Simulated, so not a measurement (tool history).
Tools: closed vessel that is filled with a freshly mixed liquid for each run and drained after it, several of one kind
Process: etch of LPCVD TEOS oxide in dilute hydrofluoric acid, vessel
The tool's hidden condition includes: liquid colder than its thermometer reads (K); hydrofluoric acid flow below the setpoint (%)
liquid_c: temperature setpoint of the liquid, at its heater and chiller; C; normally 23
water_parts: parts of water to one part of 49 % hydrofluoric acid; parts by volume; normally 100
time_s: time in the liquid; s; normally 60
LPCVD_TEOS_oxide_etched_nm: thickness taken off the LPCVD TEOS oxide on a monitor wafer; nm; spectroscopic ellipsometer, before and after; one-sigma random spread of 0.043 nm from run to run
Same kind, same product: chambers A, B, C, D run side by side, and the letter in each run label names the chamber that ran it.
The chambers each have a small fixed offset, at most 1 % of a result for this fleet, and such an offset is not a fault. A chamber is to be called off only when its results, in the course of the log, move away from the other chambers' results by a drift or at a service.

run    day  liquid_c  water_parts  time_s  hours since the thermometer was replaced  hours since the hydrofluoric acid flow meter was replaced  read-back film thickness of the LPCVD TEOS oxide reference wafer, read on the same gauge (nm)  LPCVD_TEOS_oxide_etched_nm
 1A  0.083        23          100      60                                      1462                                                     1480.1                                                                                         29.962                      10.683
 2C  0.188        23          100      60                                     424.5                                                     1976.5                                                                                         29.984                      10.651
 3D  0.321        23          100      60                                     453.6                                                      483.8                                                                                         30.004                      10.617
 4B  0.408        23          100      60                                     222.4                                                      551.5                                                                                         29.988                      10.553
 5D  0.488        23          100      60                                     457.6                                                      487.8                                                                                         30.015                      10.585
 6C  0.575        23          100      60                                     433.8                                                     1985.8                                                                                         29.998                       10.53
 7A    0.7        23          100      30                                    1476.8                                                     1494.9                                                                                         30.037                      5.3057
 8B  0.821        23          100      30                                     232.3                                                      561.4                                                                                         30.017                      5.3053
 9D  1.004        23          100      30                                       470                                                      500.2                                                                                         29.992                      5.2669
10B  1.129        23          100      30                                     239.7                                                      568.8                                                                                         30.015                      5.2608
11C  1.279        23          100      60                                     450.7                                                     2002.7                                                                                         30.021                      10.649
12A  1.412      20.5          115      60                                    1493.9                                                       1512                                                                                         29.955                      8.2785
13D  1.579      20.5          115      60                                     483.8                                                        514                                                                                         30.001                      8.1258
14C   1.75      20.5          115      60                                       462                                                       2014                                                                                         29.966                      8.1715
     1.771  -- chamber C: hydrofluoric acid flow meter replaced
15B  1.883      20.5          115      60                                     257.8                                                      586.9                                                                                         30.025                      8.2254
16A  2.071      27.5          100      35                                    1509.7                                                     1527.8                                                                                         30.032                      7.3464
17A  2.162      27.5          100      35                                    1511.9                                                       1530                                                                                          29.99                      7.3484
18B  2.283      27.5          100      35                                     267.4                                                      596.5                                                                                         30.006                      7.3235
19C  2.375      27.5          100      35                                       477                                                       14.5                                                                                         29.985                      7.2789
20D  2.517        23          100      60                                     506.3                                                      536.5                                                                                         29.986                      10.646
21B  2.704        23          100      60                                     277.5                                                      606.6                                                                                         29.998                      10.588
22C  2.862        23          100      60                                     488.7                                                       26.2                                                                                         30.014                      10.365
23A  2.946        23          100      60                                    1530.7                                                     1548.8                                                                                         29.994                      10.694
24D  3.125        23          100      60                                     520.9                                                      551.1                                                                                         29.984                      10.553
25D  3.308        23          100      60                                     525.3                                                      555.5                                                                                         30.028                      10.582
26B  3.433        23          100      60                                       295                                                      624.1                                                                                         29.999                      10.618
27A  3.608        23          100      60                                    1546.6                                                     1564.7                                                                                         29.958                      10.532
28C    3.7        23          100      60                                     508.8                                                       46.3                                                                                         30.045                      10.245
29D  3.779        23          130      90                                     536.6                                                      566.8                                                                                          30.03                      11.701
30B  3.912        23          130      90                                     306.5                                                      635.6                                                                                         30.038                      11.853
31C  4.012        23          130      90                                     516.3                                                       53.8                                                                                         29.994                      11.422
32A  4.138        23          130      90                                    1559.3                                                     1577.4                                                                                         29.999                      11.877
33C  4.221        23          100      60                                     521.3                                                       58.8                                                                                         29.939                      10.203
34B  4.342        23          100      60                                     316.8                                                      645.9                                                                                         29.961                      10.623
35A  4.504        23          100      60                                    1568.1                                                     1586.2                                                                                         30.004                      10.637
36D  4.592        23          100      60                                     556.1                                                      586.3                                                                                         29.959                      10.553
37B  4.746        23           60      75                                     326.5                                                      655.6                                                                                         30.009                      23.188
38C  4.908        23           60      75                                     537.8                                                       75.3                                                                                         30.009                      21.679
39A  5.054        23           60      75                                    1581.3                                                     1599.4                                                                                          30.01                      22.937

Next, every chamber runs the same settings. What will each give?
40A  5.188        23           65      60                                                                                                                                                                                                                               ?
40B  5.188        23           65      60                                                                                                                                                                                                                               ?
40C  5.188        23           65      60                                                                                                                                                                                                                               ?
40D  5.188        23           65      60                                                                                                                                                                                                                               ?

run  LPCVD_TEOS_oxide_etched_nm
40A                      16.824
40B                      16.926
40C                      15.992
40D                      16.928
